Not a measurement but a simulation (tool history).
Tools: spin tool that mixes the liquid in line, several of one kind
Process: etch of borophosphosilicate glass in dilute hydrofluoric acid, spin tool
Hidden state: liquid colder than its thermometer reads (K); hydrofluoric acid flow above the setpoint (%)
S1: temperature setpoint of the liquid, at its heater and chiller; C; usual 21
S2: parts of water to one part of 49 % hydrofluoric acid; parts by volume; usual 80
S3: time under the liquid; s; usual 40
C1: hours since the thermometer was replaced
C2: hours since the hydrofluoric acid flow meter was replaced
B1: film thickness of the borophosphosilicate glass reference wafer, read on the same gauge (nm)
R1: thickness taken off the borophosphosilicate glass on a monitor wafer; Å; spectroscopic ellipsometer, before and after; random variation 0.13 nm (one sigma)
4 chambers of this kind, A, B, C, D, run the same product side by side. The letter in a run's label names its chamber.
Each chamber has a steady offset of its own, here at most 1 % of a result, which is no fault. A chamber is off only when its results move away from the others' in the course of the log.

run   hour  S1  S2  S3      C1      C2      B1      R1
 1C    8.3  21  80  40   899.8   677.8  50.004  138.43
 2D   13.8  21  80  40   299.7   171.5  50.004  135.44
 3A   21.4  21  80  40   452.8  1473.4  49.985  136.24
 4B   27.9  21  80  40  1661.0   658.2  49.968  134.96
 5B   33.4  21  80  40  1666.5   663.7  50.050  134.74
 6C   40.7  21  80  40   932.2   710.2  50.058  139.94
 7A   45.0  21  80  40   476.4  1497.0  50.010  134.17
      46.6  -- chamber A: hydrofluoric acid flow meter replaced
 8D   49.4  21  80  40   335.3   207.1  49.998  134.51
 9D   55.7  21  80  40   341.6   213.4  49.993  136.54
10C   62.7  21  80  40   954.2   732.2  49.993  140.55
11B   68.7  21  80  40  1701.8   699.0  49.945  135.57
12A   77.1  21  80  40   508.5    30.5  50.008  132.62
13C   81.2  21  80  40   972.7   750.7  50.017  136.74
14A   85.2  21  80  40   516.6    38.6  49.993  129.71
15B   90.1  21  80  40  1723.2   720.4  50.004  134.96
16D   97.7  21  80  40   383.6   255.4  50.025  135.25
17A  104.7  21  80  40   536.1    58.1  49.984  131.51
18C  111.0  21  80  40  1002.5   780.5  49.954  138.45
19B  117.9  21  80  40  1751.0   748.2  50.043  133.85
20D  125.3  21  80  40   411.2   283.0  50.015  136.73
21B  131.4  21  45  40  1764.5   761.7  50.032  249.08
22C  137.2  21  45  40  1028.7   806.7  49.969  256.80
23A  144.1  21  45  40   575.5    97.5  49.977  237.34
24D  150.3  21  45  40   436.2   308.0  50.032  256.50
25B  154.9  21  80  40  1788.0   785.2  49.995  135.75
26A  160.5  21  80  40   591.9   113.9  49.977  124.68
27D  168.6  21  80  40   454.5   326.3  50.006  136.37
28C  177.1  21  80  40  1068.6   846.6  49.972  138.38
29A  184.5  21  80  40   615.9   137.9  50.008  125.07
30B  188.3  21  80  40  1821.4   818.6  49.996  133.84

What goes on in this fleet: one chamber off, a drifting gauge, or nothing beyond the chambers' own small offsets? Name the chamber and the cause, if any.

Chamber A drifts away from the others.
Cause: liquid colder than its thermometer reads (K) = 2.13.

Here are 4 candidates for chamber A's next run, each the usual settings with a change, their results left as question marks. Which one brings its results back in line with what the others give on the usual settings?
In line means no further than this from the other chambers' mean on the usual settings: R1 4.70 Å
31A-1  194.6  20.5  80  35               ?
31A-2  194.6  21.5  70  40               ?
31A-3  194.6  18.5  80  40               ?
31A-4  194.6  23.5  80  40               ?

The other chambers' mean on the usual settings: R1 136.63 Å
  run      R1
31A-1  106.70
31A-2  146.84
31A-3  112.13
31A-4  137.89
31A-4 brings the chamber back in line.
